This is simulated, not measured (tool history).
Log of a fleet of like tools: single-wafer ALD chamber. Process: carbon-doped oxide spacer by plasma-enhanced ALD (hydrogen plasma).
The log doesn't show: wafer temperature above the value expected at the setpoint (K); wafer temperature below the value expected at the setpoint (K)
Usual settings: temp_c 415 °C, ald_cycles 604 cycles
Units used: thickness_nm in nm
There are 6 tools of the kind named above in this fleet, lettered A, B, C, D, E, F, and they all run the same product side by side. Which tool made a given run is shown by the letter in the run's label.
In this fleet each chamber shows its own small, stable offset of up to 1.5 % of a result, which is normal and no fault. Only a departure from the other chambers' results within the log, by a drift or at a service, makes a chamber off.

| run | hour | temp_c | ald_cycles | hours since the last thermocouple change | read-back reference wafer on the same gauge, thickness_nm | thickness_nm |
|---|---|---|---|---|---|---|
| 1A | 15.6 | 415 | 604 | 1565.9 | 33.997 | 28.513 |
| 2C | 31 | 415 | 604 | 594.8 | 34 | 28.815 |
| 3D | 45.6 | 415 | 604 | 1362.1 | 33.999 | 28.822 |
| 4B | 52.9 | 415 | 604 | 673.8 | 33.991 | 28.833 |
| 5F | 65.2 | 415 | 604 | 2179.6 | 33.998 | 28.803 |
| 6E | 77.1 | 415 | 604 | 969.3 | 34.018 | 29.271 |
| 7E | 92.1 | 415 | 604 | 984.3 | 34.019 | 29.196 |
| 8A | 101.9 | 415 | 604 | 1652.2 | 33.988 | 28.61 |
| 9C | 115.7 | 415 | 604 | 679.5 | 33.999 | 28.876 |
| 10B | 124.8 | 415 | 604 | 745.7 | 33.977 | 28.757 |
| 11D | 131.8 | 415 | 604 | 1448.3 | 33.997 | 28.798 |
|  | 140.1 | chamber D: thermocouple changed; heater temperature recalibrated |
| 12F | 144.2 | 415 | 604 | 2258.6 | 33.999 | 28.804 |
| 13E | 156.8 | 415 | 604 | 1049 | 33.987 | 29.188 |
| 14C | 168.8 | 415 | 604 | 732.6 | 34.012 | 28.74 |
| 15A | 181.3 | 415 | 604 | 1731.6 | 33.999 | 28.598 |
| 16F | 193.2 | 415 | 604 | 2307.6 | 33.986 | 28.827 |
| 17D | 209.1 | 415 | 604 | 69 | 33.997 | 28.283 |
| 18B | 217.3 | 415 | 604 | 838.2 | 34.013 | 28.796 |
| 19D | 225.6 | 426 | 661 | 85.5 | 34.02 | 29.759 |
| 20B | 238.4 | 426 | 661 | 859.3 | 34.008 | 30.401 |
| 21F | 251.3 | 426 | 661 | 2365.7 | 34.012 | 30.34 |
| 22C | 262.6 | 426 | 661 | 826.4 | 34.009 | 30.482 |
| 23E | 270.1 | 426 | 661 | 1162.3 | 33.986 | 30.773 |
| 24A | 284.9 | 426 | 661 | 1835.2 | 33.986 | 30.277 |
| 25F | 292.6 | 415 | 604 | 2407 | 34.005 | 28.846 |
| 26D | 299.6 | 403 | 664 | 159.5 | 34.007 | 32.259 |
| 27E | 314.9 | 403 | 664 | 1207.1 | 33.988 | 33.19 |
| 28A | 328.6 | 403 | 664 | 1878.9 | 34.004 | 32.648 |
| 29B | 343.8 | 403 | 664 | 964.7 | 33.992 | 32.83 |
| 30C | 354.8 | 403 | 664 | 918.6 | 34.011 | 32.711 |
| 31C | 363.3 | 403 | 664 | 927.1 | 34.006 | 32.949 |
| 32D | 371.1 | 415 | 604 | 231 | 34.008 | 28.234 |
| 33F | 381.1 | 415 | 604 | 2495.5 | 33.984 | 28.753 |
| 34E | 394 | 415 | 604 | 1286.2 | 33.999 | 29.185 |
| 35A | 406.5 | 415 | 604 | 1956.8 | 33.994 | 28.629 |
| 36B | 416.1 | 415 | 604 | 1037 | 34.03 | 28.843 |
| 37A | 431.3 | 415 | 604 | 1981.6 | 34.002 | 28.596 |
| 38D | 442.6 | 415 | 604 | 302.5 | 34.015 | 28.326 |
| 39F | 456.6 | 415 | 604 | 2571 | 33.989 | 28.731 |

Next, all 6 chambers run the settings below, one line each with question marks for the results. What does each chamber give?
| 40A | 468.3 | 409 | 604 |  |  | ? |
| 40B | 468.3 | 409 | 604 |  |  | ? |
| 40C | 468.3 | 409 | 604 |  |  | ? |
| 40D | 468.3 | 409 | 604 |  |  | ? |
| 40E | 468.3 | 409 | 604 |  |  | ? |
| 40F | 468.3 | 409 | 604 |  |  | ? |

| run | thickness_nm |
|---|---|
| 40A | 29.133 |
| 40B | 29.261 |
| 40C | 29.293 |
| 40D | 28.702 |
| 40E | 29.742 |
| 40F | 29.302 |
